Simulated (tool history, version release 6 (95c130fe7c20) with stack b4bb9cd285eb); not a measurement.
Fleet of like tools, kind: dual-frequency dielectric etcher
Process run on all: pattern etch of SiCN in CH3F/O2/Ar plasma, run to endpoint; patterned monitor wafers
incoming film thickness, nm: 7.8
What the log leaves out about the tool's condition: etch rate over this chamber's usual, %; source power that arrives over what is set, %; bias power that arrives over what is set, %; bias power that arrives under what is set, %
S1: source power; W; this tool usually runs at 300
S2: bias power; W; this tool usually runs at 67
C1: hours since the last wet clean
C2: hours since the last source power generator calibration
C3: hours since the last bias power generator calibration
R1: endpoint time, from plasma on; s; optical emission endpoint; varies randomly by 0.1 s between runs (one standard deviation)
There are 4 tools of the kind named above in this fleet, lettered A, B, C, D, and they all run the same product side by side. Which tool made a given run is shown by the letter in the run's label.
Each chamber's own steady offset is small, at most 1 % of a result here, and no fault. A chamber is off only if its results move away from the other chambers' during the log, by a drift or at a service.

run 1D hour=5.5 | S1=300 S2=67 | C1=10.2 C2=782.4 C3=683.6 | R1=23.861
run 2A hour=9.7 | S1=300 S2=67 | C1=285.8 C2=1142.2 C3=824.7 | R1=23.940
run 3B hour=15.6 | S1=300 S2=67 | C1=127.2 C2=377.9 C3=2298.7 | R1=23.548
run 4C hour=21.1 | S1=300 S2=67 | C1=258.8 C2=667.1 C3=1077.1 | R1=23.620
run 5C hour=24.8 | S1=330 S2=79 | C1=262.5 C2=670.8 C3=1080.8 | R1=21.543
run 6D hour=30.5 | S1=330 S2=79 | C1=35.2 C2=807.4 C3=708.6 | R1=21.700
run 7B hour=34.1 | S1=330 S2=79 | C1=145.7 C2=396.4 C3=2317.2 | R1=21.437
run 8A hour=39.8 | S1=330 S2=79 | C1=315.9 C2=1172.3 C3=854.8 | R1=21.739
run 9D hour=43.3 | S1=300 S2=67 | C1=48.0 C2=820.2 C3=721.4 | R1=23.517
run 10C hour=47.5 | S1=300 S2=67 | C1=285.2 C2=693.5 C3=1103.5 | R1=23.691
run 11B hour=51.2 | S1=300 S2=67 | C1=162.8 C2=413.5 C3=2334.3 | R1=23.469
run 12A hour=56.4 | S1=300 S2=67 | C1=332.5 C2=1188.9 C3=871.4 | R1=23.891
run 13C hour=59.5 | S1=300 S2=67 | C1=297.2 C2=705.5 C3=1115.5 | R1=23.656
run 14B hour=64.0 | S1=370 S2=67 | C1=175.6 C2=426.3 C3=2347.1 | R1=21.963
run 15A hour=69.5 | S1=370 S2=67 | C1=345.6 C2=1202.0 C3=884.5 | R1=22.047
run 16D hour=72.3 | S1=370 S2=67 | C1=77.0 C2=849.2 C3=750.4 | R1=21.700
run 17B hour=77.8 | S1=370 S2=67 | C1=189.4 C2=440.1 C3=2360.9 | R1=21.885
run 18A hour=83.9 | S1=300 S2=67 | C1=360.0 C2=1216.4 C3=898.9 | R1=23.865
run 19C hour=89.1 | S1=300 S2=67 | C1=326.8 C2=735.1 C3=1145.1 | R1=23.525
run 20D hour=92.8 | S1=300 S2=67 | C1=97.5 C2=869.7 C3=770.9 | R1=23.611
run 21A hour=98.5 | S1=300 S2=67 | C1=374.6 C2=1231.0 C3=913.5 | R1=23.957
run 22C hour=101.7 | S1=300 S2=67 | C1=339.4 C2=747.7 C3=1157.7 | R1=23.118
run 23B hour=104.5 | S1=300 S2=67 | C1=216.1 C2=466.8 C3=2387.6 | R1=23.730
run 24D hour=107.6 | S1=370 S2=67 | C1=112.3 C2=884.5 C3=785.7 | R1=21.722
run 25A hour=111.2 | S1=370 S2=67 | C1=387.3 C2=1243.7 C3=926.2 | R1=22.171
run 26C hour=114.3 | S1=370 S2=67 | C1=352.0 C2=760.3 C3=1170.3 | R1=21.137
run 27B hour=117.1 | S1=370 S2=67 | C1=228.7 C2=479.4 C3=2400.2 | R1=21.879
run 28D hour=122.3 | S1=350 S2=61 | C1=127.0 C2=899.2 C3=800.4 | R1=23.051
-- hour=123.0 chamber A: wet clean of the chamber
run 29D hour=126.5 | S1=350 S2=61 | C1=131.2 C2=903.4 C3=804.6 | R1=22.848
run 30C hour=130.4 | S1=350 S2=61 | C1=368.1 C2=776.4 C3=1186.4 | R1=22.118
run 31A hour=135.9 | S1=350 S2=61 | C1=12.9 C2=1268.4 C3=950.9 | R1=23.261
run 32B hour=139.3 | S1=300 S2=67 | C1=250.9 C2=501.6 C3=2422.4 | R1=23.381
run 33D hour=143.3 | S1=300 S2=67 | C1=148.0 C2=920.2 C3=821.4 | R1=23.683
run 34B hour=146.0 | S1=300 S2=67 | C1=257.6 C2=508.3 C3=2429.1 | R1=23.764
run 35C hour=150.9 | S1=240 S2=67 | C1=388.6 C2=796.9 C3=1206.9 | R1=24.591

Has any chamber moved away from the others, gradually or after a service, or does the common gauge drift, or do the chambers differ only by their own small steady offsets? State the chamber and the most likely cause if one applies.

It is chamber C that slowly wanders off from its peers.
Likeliest cause: etch rate over this chamber's usual, % = 5.36.

Below are 4 candidate recipes for chamber C's next run, each the usual settings with a change, their results shown as question marks. Which of them brings C's results back in line with what the other chambers give on the usual settings?
In-line tolerance around the mean of the other chambers on the usual settings: R1 0.360 s
run 36C-1 hour=155.3 | S1=260 S2=67 | R1=?
run 36C-2 hour=155.3 | S1=350 S2=67 | R1=?
run 36C-3 hour=155.3 | S1=380 S2=67 | R1=?
run 36C-4 hour=155.3 | S1=260 S2=59 | R1=?

Average result of the remaining chambers running the usual settings: R1 23.738 s
run=36C-1 R1=23.564
run=36C-2 R1=21.070
run=36C-3 R1=20.425
run=36C-4 R1=24.637
Change 36C-1 lands the chamber within the allowed miss of the other chambers.
